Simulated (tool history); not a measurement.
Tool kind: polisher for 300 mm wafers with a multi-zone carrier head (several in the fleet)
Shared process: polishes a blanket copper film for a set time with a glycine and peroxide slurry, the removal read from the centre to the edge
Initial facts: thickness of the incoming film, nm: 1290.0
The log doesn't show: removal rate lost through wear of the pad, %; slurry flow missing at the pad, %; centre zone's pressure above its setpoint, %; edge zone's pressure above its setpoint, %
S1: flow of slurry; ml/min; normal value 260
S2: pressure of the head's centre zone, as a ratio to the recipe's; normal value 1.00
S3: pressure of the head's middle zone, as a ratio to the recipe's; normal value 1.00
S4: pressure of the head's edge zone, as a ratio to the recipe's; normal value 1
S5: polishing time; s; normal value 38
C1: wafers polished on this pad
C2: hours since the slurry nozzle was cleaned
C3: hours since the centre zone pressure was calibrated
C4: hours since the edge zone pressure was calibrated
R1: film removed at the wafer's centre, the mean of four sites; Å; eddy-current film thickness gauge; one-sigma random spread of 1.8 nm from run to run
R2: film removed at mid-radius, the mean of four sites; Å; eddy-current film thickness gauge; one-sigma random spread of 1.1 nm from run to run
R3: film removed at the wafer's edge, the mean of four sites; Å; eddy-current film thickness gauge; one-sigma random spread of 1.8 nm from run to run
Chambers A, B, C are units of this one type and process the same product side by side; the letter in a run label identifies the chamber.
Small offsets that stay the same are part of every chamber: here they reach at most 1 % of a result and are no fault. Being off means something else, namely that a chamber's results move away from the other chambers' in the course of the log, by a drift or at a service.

run 1C hour=7.0 | S1=260 S2=1.00 S3=1.00 S4=1 S5=38 | C1=705 C2=124.3 C3=88.5 C4=227.7 | R1=1439.8 R2=1427.20 R3=1429.9
run 2B hour=16.8 | S1=260 S2=1.00 S3=1.00 S4=1 S5=38 | C1=361 C2=508.0 C3=855.6 C4=737.5 | R1=1441.9 R2=1437.50 R3=1458.4
run 3A hour=27.1 | S1=260 S2=1.00 S3=1.00 S4=1 S5=38 | C1=1044 C2=296.9 C3=938.5 C4=942.4 | R1=1439.7 R2=1439.50 R3=1417.6
-- hour=31.8 chamber C: worn pad replaced by a new one
run 4C hour=36.8 | S1=260 S2=1.00 S3=1.00 S4=1 S5=38 | C1=35 C2=154.1 C3=118.3 C4=257.5 | R1=1401.5 R2=1443.50 R3=1434.0
run 5A hour=41.6 | S1=260 S2=1.00 S3=1.00 S4=1 S5=38 | C1=1146 C2=311.4 C3=953.0 C4=956.9 | R1=1441.7 R2=1435.20 R3=1451.6
run 6B hour=49.1 | S1=260 S2=1.00 S3=1.00 S4=1 S5=38 | C1=587 C2=540.3 C3=887.9 C4=769.8 | R1=1438.1 R2=1448.60 R3=1421.7
run 7A hour=55.8 | S1=260 S2=0.88 S3=1.08 S4=1 S5=38 | C1=1245 C2=325.6 C3=967.2 C4=971.1 | R1=1248.7 R2=1523.80 R3=1480.0
-- hour=57.0 chamber B: worn pad replaced by a new one
run 8C hour=65.5 | S1=260 S2=0.88 S3=1.08 S4=1 S5=38 | C1=236 C2=182.8 C3=147.0 C4=286.2 | R1=1268.6 R2=1538.30 R3=1458.3
run 9B hour=73.4 | S1=260 S2=0.88 S3=1.08 S4=1 S5=38 | C1=115 C2=564.6 C3=912.2 C4=794.1 | R1=1236.6 R2=1543.00 R3=1442.8
run 10B hour=81.2 | S1=260 S2=1.00 S3=0.95 S4=1 S5=28 | C1=170 C2=572.4 C3=920.0 C4=801.9 | R1=1050.8 R2=1024.80 R3=1069.7
run 11C hour=86.6 | S1=260 S2=1.00 S3=0.95 S4=1 S5=28 | C1=383 C2=203.9 C3=168.1 C4=307.3 | R1=1074.2 R2=985.24 R3=1053.6
run 12A hour=92.1 | S1=260 S2=1.00 S3=0.95 S4=1 S5=28 | C1=1499 C2=361.9 C3=1003.5 C4=1007.4 | R1=1062.8 R2=992.84 R3=1061.9
-- hour=96.5 chamber A: worn pad replaced by a new one
run 13A hour=99.3 | S1=260 S2=1.00 S3=1.00 S4=1 S5=38 | C1=19 C2=369.1 C3=1010.7 C4=1014.6 | R1=1390.4 R2=1428.30 R3=1466.5
run 14B hour=104.2 | S1=260 S2=1.00 S3=1.00 S4=1 S5=38 | C1=331 C2=595.4 C3=943.0 C4=824.9 | R1=1433.4 R2=1433.50 R3=1415.9
run 15C hour=112.5 | S1=260 S2=1.00 S3=1.00 S4=1 S5=38 | C1=565 C2=229.8 C3=194.0 C4=333.2 | R1=1482.5 R2=1415.60 R3=1412.0
run 16A hour=118.5 | S1=260 S2=1.00 S3=1.00 S4=1 S5=38 | C1=154 C2=388.3 C3=1029.9 C4=1033.8 | R1=1433.3 R2=1418.20 R3=1420.3
-- hour=119.0 chamber C: slurry nozzle cleaned
run 17B hour=128.9 | S1=260 S2=1.00 S3=1.00 S4=1 S5=38 | C1=504 C2=620.1 C3=967.7 C4=849.6 | R1=1443.3 R2=1429.70 R3=1410.4
run 18C hour=136.8 | S1=260 S2=1.00 S3=1.00 S4=1 S5=38 | C1=735 C2=17.9 C3=218.3 C4=357.5 | R1=1536.2 R2=1429.30 R3=1447.7
-- hour=137.5 chamber C: worn pad replaced by a new one
run 19A hour=143.5 | S1=260 S2=1.00 S3=1.00 S4=1 S5=38 | C1=329 C2=413.3 C3=1054.9 C4=1058.8 | R1=1434.3 R2=1434.40 R3=1419.1
run 20B hour=150.4 | S1=260 S2=1.00 S3=1.00 S4=1 S5=38 | C1=654 C2=641.6 C3=989.2 C4=871.1 | R1=1460.4 R2=1424.80 R3=1430.6
-- hour=153.9 chamber B: worn pad replaced by a new one
run 21C hour=160.2 | S1=260 S2=1.00 S3=1.00 S4=1 S5=38 | C1=159 C2=41.3 C3=241.7 C4=380.9 | R1=1519.2 R2=1426.70 R3=1444.8
run 22C hour=165.3 | S1=260 S2=1.00 S3=1.00 S4=1 S5=38 | C1=194 C2=46.4 C3=246.8 C4=386.0 | R1=1580.3 R2=1415.30 R3=1455.7
run 23A hour=173.7 | S1=200 S2=1.09 S3=1.00 S4=1 S5=38 | C1=540 C2=443.5 C3=1085.1 C4=1089.0 | R1=1522.8 R2=1386.60 R3=1407.9
run 24B hour=181.5 | S1=200 S2=1.09 S3=1.00 S4=1 S5=38 | C1=193 C2=672.7 C3=1020.3 C4=902.2 | R1=1527.8 R2=1392.90 R3=1410.0
run 25C hour=190.4 | S1=200 S2=1.09 S3=1.00 S4=1 S5=38 | C1=370 C2=71.5 C3=271.9 C4=411.1 | R1=1703.4 R2=1381.60 R3=1394.3
run 26B hour=198.8 | S1=260 S2=1.00 S3=1.00 S4=1 S5=38 | C1=314 C2=690.0 C3=1037.6 C4=919.5 | R1=1464.9 R2=1418.50 R3=1404.8
run 27A hour=204.7 | S1=260 S2=1.00 S3=1.00 S4=1 S5=38 | C1=757 C2=474.5 C3=1116.1 C4=1120.0 | R1=1456.8 R2=1434.80 R3=1413.3
run 28C hour=210.0 | S1=260 S2=1.00 S3=1.00 S4=1 S5=38 | C1=507 C2=91.1 C3=291.5 C4=430.7 | R1=1594.7 R2=1414.90 R3=1460.4
run 29B hour=220.5 | S1=260 S2=1.00 S3=1.00 S4=1 S5=38 | C1=466 C2=711.7 C3=1059.3 C4=941.2 | R1=1445.2 R2=1421.40 R3=1434.6
run 30A hour=228.9 | S1=260 S2=1.00 S3=1.00 S4=1 S5=38 | C1=926 C2=498.7 C3=1140.3 C4=1144.2 | R1=1401.5 R2=1435.10 R3=1443.0
run 31A hour=233.9 | S1=260 S2=1.00 S3=1.09 S4=1 S5=38 | C1=962 C2=503.7 C3=1145.3 C4=1149.2 | R1=1440.2 R2=1554.50 R3=1431.5

Next, all 3 chambers run the settings below, one line each with question marks for the results. What does each chamber give?
run 32A hour=241.4 | S1=260 S2=1.00 S3=1.00 S4=1 S5=38 | R1=? R2=? R3=?
run 32B hour=241.4 | S1=260 S2=1.00 S3=1.00 S4=1 S5=38 | R1=? R2=? R3=?
run 32C hour=241.4 | S1=260 S2=1.00 S3=1.00 S4=1 S5=38 | R1=? R2=? R3=?

run=32A R1=1396.7 R2=1412.70 R3=1450.2
run=32B R1=1411.1 R2=1438.80 R3=1449.9
run=32C R1=1625.7 R2=1440.90 R3=1429.7
